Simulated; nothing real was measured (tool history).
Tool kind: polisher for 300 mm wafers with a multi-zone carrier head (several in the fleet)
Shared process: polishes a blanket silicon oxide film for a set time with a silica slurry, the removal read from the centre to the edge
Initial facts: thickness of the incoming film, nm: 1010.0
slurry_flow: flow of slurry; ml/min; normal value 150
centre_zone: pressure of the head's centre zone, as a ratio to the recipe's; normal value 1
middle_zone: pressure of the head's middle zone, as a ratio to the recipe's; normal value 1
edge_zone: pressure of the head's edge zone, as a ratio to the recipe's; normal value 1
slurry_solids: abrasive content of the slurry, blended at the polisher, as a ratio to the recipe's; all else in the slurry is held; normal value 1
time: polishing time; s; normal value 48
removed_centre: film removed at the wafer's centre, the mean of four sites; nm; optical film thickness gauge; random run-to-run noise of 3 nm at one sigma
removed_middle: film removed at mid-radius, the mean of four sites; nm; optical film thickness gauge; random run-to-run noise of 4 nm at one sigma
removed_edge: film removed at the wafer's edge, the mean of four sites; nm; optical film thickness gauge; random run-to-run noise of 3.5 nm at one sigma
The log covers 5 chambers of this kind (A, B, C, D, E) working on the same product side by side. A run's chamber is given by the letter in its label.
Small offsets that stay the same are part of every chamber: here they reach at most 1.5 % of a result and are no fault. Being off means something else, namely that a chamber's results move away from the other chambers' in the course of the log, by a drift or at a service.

run	hour	slurry_flow	centre_zone	middle_zone	edge_zone	slurry_solids	time	removed_centre	removed_middle	removed_edge
1E	12.3	150	1	1	1	1	48	286.72	284.41	280.25
# hour 18.4: chamber B: slurry nozzle cleaned
2D	20.9	150	1	1	1	1	48	281.99	287.9	282.99
# hour 21.3: chamber A: worn pad replaced by a new one
3A	30.5	150	1	1	1	1	48	279.12	278.87	282.84
# hour 39.9: chamber C: slurry nozzle cleaned
4C	41.5	150	1	1	1	1	48	280.92	281.47	278.33
5B	50.3	150	1	1	1	1	48	278.17	284.68	278.86
# hour 52.6: chamber D: worn pad replaced by a new one
# hour 55.7: chamber A: centre zone pressure recalibrated
6A	58.7	150	1	1	1	1	48	277.9	279.92	276.52
7D	64.6	150	1	1	1	1	48	279.08	278.97	281.75
8E	73.3	150	1	1	1	1	48	281.97	281.56	289.86
9C	80.1	150	1	1	1	1	48	276.54	273.31	285.67
# hour 83.7: chamber D: edge zone pressure recalibrated
# hour 88.1: chamber E: worn pad replaced by a new one
10B	88.8	150	1	1	1	1	48	279.68	280.8	282.15
# hour 96.7: chamber B: worn pad replaced by a new one
# hour 97.4: chamber C: worn pad replaced by a new one
11B	98.1	150	1	1	1	1	48	271.2	283.79	281.1
12A	105.1	150	1	1	1	1	48	276.11	288.59	276.78
13C	113.2	150	1	1	1	1	48	278.72	281.92	284.3
14E	119.8	150	1	1	1	1	48	282.01	269.37	282.13
15D	132.3	150	1	1	1	1	48	280.4	280.8	277.43
# hour 141.2: chamber E: edge zone pressure recalibrated
16A	143.1	150	1	1	1	1	48	277.33	284.5	275.7
# hour 147.3: chamber D: worn pad replaced by a new one
17B	148.8	150	1	1	1	1	48	274.59	277.38	280.6
18C	154.3	150	1	1	1	1	48	278.61	280.87	280.74
# hour 154.4: chamber D: centre zone pressure recalibrated
19D	166.5	195	1	1	1	1	48	294.3	289.57	292.73
20E	176.8	195	1	1	1	1	48	291.89	294.63	291.65
21B	187.3	195	1	1	1	1	48	293.55	288.26	292.71
# hour 189.5: chamber E: slurry nozzle cleaned
22E	197.9	195	1	1	1	1	48	294.26	289.03	294.24
# hour 205.2: chamber A: worn pad replaced by a new one
# hour 208.1: chamber E: worn pad replaced by a new one
23C	209.3	195	1	1	1	1	48	293.08	295.81	292.56
24D	216.3	150	1	1	1	1	48	283.69	277.43	283.36
25A	222.2	150	1	1	1	1	48	282.39	283.46	280.14
# hour 226: chamber D: worn pad replaced by a new one
# hour 227.4: chamber C: worn pad replaced by a new one
26D	234.8	150	1	1	1	1	48	278.32	274.63	283.72
27B	243.4	150	1	1	1	1	48	278.18	280.07	275.15
28A	252.6	150	1	1	1	1	48	286.12	284.76	273.54
29C	260.3	150	1	1	1	1	48	280.67	277.34	288.03
# hour 269: chamber C: slurry nozzle cleaned
30E	271.8	150	1	1	1	1	48	280.32	277.66	284.35
31D	282.8	150	1	1	1	1	48	284.39	275.55	290.11
32E	291.7	150	1	1	1	1	48	282.1	279.35	286.22
# hour 301: chamber C: edge zone pressure recalibrated
33C	304	150	1	1	1	1	48	280.41	287.03	285.06

Read the log: is a single chamber off, either drifting away or since a service, is the gauge that measures every chamber drifting, or is nothing wrong beyond small per-chamber offsets? Name any odd chamber and what most likely caused it.

All chambers stay in line apart from their small fixed offsets, and the gauge does not drift.
